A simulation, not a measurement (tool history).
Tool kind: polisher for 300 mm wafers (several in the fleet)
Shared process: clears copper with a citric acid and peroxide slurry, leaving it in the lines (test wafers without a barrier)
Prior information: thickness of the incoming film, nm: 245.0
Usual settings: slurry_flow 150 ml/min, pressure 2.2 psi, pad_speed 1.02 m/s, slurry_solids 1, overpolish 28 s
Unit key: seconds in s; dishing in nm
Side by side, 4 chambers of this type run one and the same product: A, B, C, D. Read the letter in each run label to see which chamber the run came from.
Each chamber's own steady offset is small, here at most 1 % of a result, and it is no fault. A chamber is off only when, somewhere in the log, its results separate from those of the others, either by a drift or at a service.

At hour 14.7: chamber C: worn pad replaced by a new one.
Run 1B, hour 15.8: usual settings. Result: seconds 169.2 s, dishing 29.314 nm.
At hour 18.9: chamber A: worn pad replaced by a new one.
Run 2C, hour 28.4: usual settings. Result: seconds 166.16 s, dishing 29.749 nm.
At hour 28.5: chamber C: slurry nozzle cleaned.
Run 3A, hour 37.7: usual settings. Result: seconds 167.17 s, dishing 28.662 nm.
Run 4D, hour 48.8: usual settings. Result: seconds 165.5 s, dishing 29.844 nm.
At hour 49: chamber C: slurry blender recalibrated.
At hour 54.6: chamber D: worn pad replaced by a new one.
Run 5C, hour 60.5: usual settings. Result: seconds 167.79 s, dishing 29.053 nm.
At hour 64: chamber A: slurry blender recalibrated.
At hour 72: chamber B: slurry nozzle cleaned.
Run 6A, hour 76.3: usual settings. Result: seconds 163.77 s, dishing 28.365 nm.
At hour 80.3: chamber D: slurry blender recalibrated.
Run 7D, hour 88.8: usual settings. Result: seconds 161.47 s, dishing 28.147 nm.
At hour 94.1: chamber C: worn pad replaced by a new one.
Run 8B, hour 99: usual settings. Result: seconds 167.56 s, dishing 28.905 nm.
At hour 109.1: chamber B: slurry blender recalibrated.
Run 9D, hour 111.3: usual settings but pressure 1.8 psi. Result: seconds 199.47 s, dishing 23.78 nm.
At hour 114.9: chamber A: worn pad replaced by a new one.
At hour 117.4: chamber B: head pressure recalibrated.
Run 10C, hour 120.4: usual settings but pressure 1.8 psi. Result: seconds 194.38 s, dishing 24.706 nm.
At hour 120.9: chamber B: worn pad replaced by a new one.
Run 11A, hour 131.9: usual settings but pressure 1.8 psi. Result: seconds 199.3 s, dishing 24.512 nm.
Run 12B, hour 140.9: usual settings but pressure 1.8 psi. Result: seconds 200.94 s, dishing 23.754 nm.
Run 13C, hour 148.2: usual settings. Result: seconds 163.54 s, dishing 29.203 nm.
Run 14A, hour 161.1: usual settings. Result: seconds 170.31 s, dishing 29.189 nm.
At hour 172.1: chamber D: slurry blender recalibrated.
Run 15B, hour 177.2: usual settings. Result: seconds 166.46 s, dishing 28.336 nm.
At hour 177.6: chamber C: worn pad replaced by a new one.
At hour 184.8: chamber C: slurry blender recalibrated.
Run 16D, hour 190.1: usual settings but pad_speed 0.86 m/s. Result: seconds 194.49 s, dishing 24.873 nm.
At hour 192.7: chamber D: worn pad replaced by a new one.
At hour 199.7: chamber A: worn pad replaced by a new one.
At hour 202: chamber D: slurry nozzle cleaned.
Run 17A, hour 203.8: usual settings but pad_speed 0.86 m/s. Result: seconds 192.49 s, dishing 24.78 nm.
Run 18B, hour 219.4: usual settings but pad_speed 0.86 m/s. Result: seconds 195.2 s, dishing 24.881 nm.
Run 19C, hour 230.9: usual settings but pad_speed 0.86 m/s. Result: seconds 189.2 s, dishing 25.314 nm.
At hour 239.1: chamber B: worn pad replaced by a new one.
Run 20D, hour 241.9: usual settings but pressure 2.8 psi, pad_speed 1.16 m/s. Result: seconds 113.06 s, dishing 39.746 nm.
Run 21B, hour 250.9: usual settings but pressure 2.8 psi, pad_speed 1.16 m/s. Result: seconds 115.89 s, dishing 39.783 nm.
At hour 255.2: chamber C: worn pad replaced by a new one.
At hour 256.3: chamber B: slurry blender recalibrated.
Run 22D, hour 262.8: usual settings but pressure 2.8 psi, pad_speed 1.16 m/s. Result: seconds 114.28 s, dishing 39.565 nm.
At hour 269.4: chamber D: slurry blender recalibrated.
Run 23A, hour 274: usual settings but pressure 2.8 psi, pad_speed 1.16 m/s. Result: seconds 115.38 s, dishing 40.118 nm.
At hour 287.6: chamber A: slurry blender recalibrated.
Run 24C, hour 288.2: usual settings. Result: seconds 166.48 s, dishing 28.612 nm.
Run 25B, hour 295.5: usual settings. Result: seconds 161.88 s, dishing 29.099 nm.
At hour 296.9: chamber A: worn pad replaced by a new one.
At hour 302.2: chamber C: slurry blender recalibrated.
Run 26D, hour 303.4: usual settings. Result: seconds 164.92 s, dishing 29.362 nm.
Run 27A, hour 315.6: usual settings. Result: seconds 166.39 s, dishing 28.337 nm.
At hour 323.6: chamber D: worn pad replaced by a new one.
Run 28C, hour 324.6: usual settings. Result: seconds 162.25 s, dishing 29.142 nm.
Run 29D, hour 338.6: usual settings. Result: seconds 164.73 s, dishing 29.149 nm.
At hour 343.8: chamber C: worn pad replaced by a new one.
Run 30B, hour 349.9: usual settings. Result: seconds 163.95 s, dishing 28.883 nm.
Run 31A, hour 364.5: usual settings. Result: seconds 167.78 s, dishing 28.452 nm.
At hour 367.8: chamber B: worn pad replaced by a new one.
Run 32C, hour 375.4: usual settings. Result: seconds 159.94 s, dishing 28.407 nm.
At hour 380.5: chamber D: slurry blender recalibrated.
Run 33C, hour 384.4: usual settings. Result: seconds 163.81 s, dishing 29.495 nm.
At hour 389.1: chamber A: slurry nozzle cleaned.
At hour 394.3: chamber A: worn pad replaced by a new one.
Run 34D, hour 396.6: usual settings. Result: seconds 164.57 s, dishing 29.95 nm.
Run 35A, hour 409.4: usual settings but slurry_solids 0.75, overpolish 43 s. Result: seconds 171.08 s, dishing 39.485 nm.
Run 36B, hour 420.9: usual settings but slurry_solids 0.75, overpolish 43 s. Result: seconds 176.2 s, dishing 38.574 nm.
Run 37D, hour 436.1: usual settings but slurry_solids 0.75, overpolish 43 s. Result: seconds 173.85 s, dishing 38.714 nm.

What goes on in this fleet: one chamber off, a drifting gauge, or nothing beyond the chambers' own small offsets? Name the chamber and the cause, if any.

The fleet is healthy, with each chamber sitting at its usual small offset and no drift in the gauge.
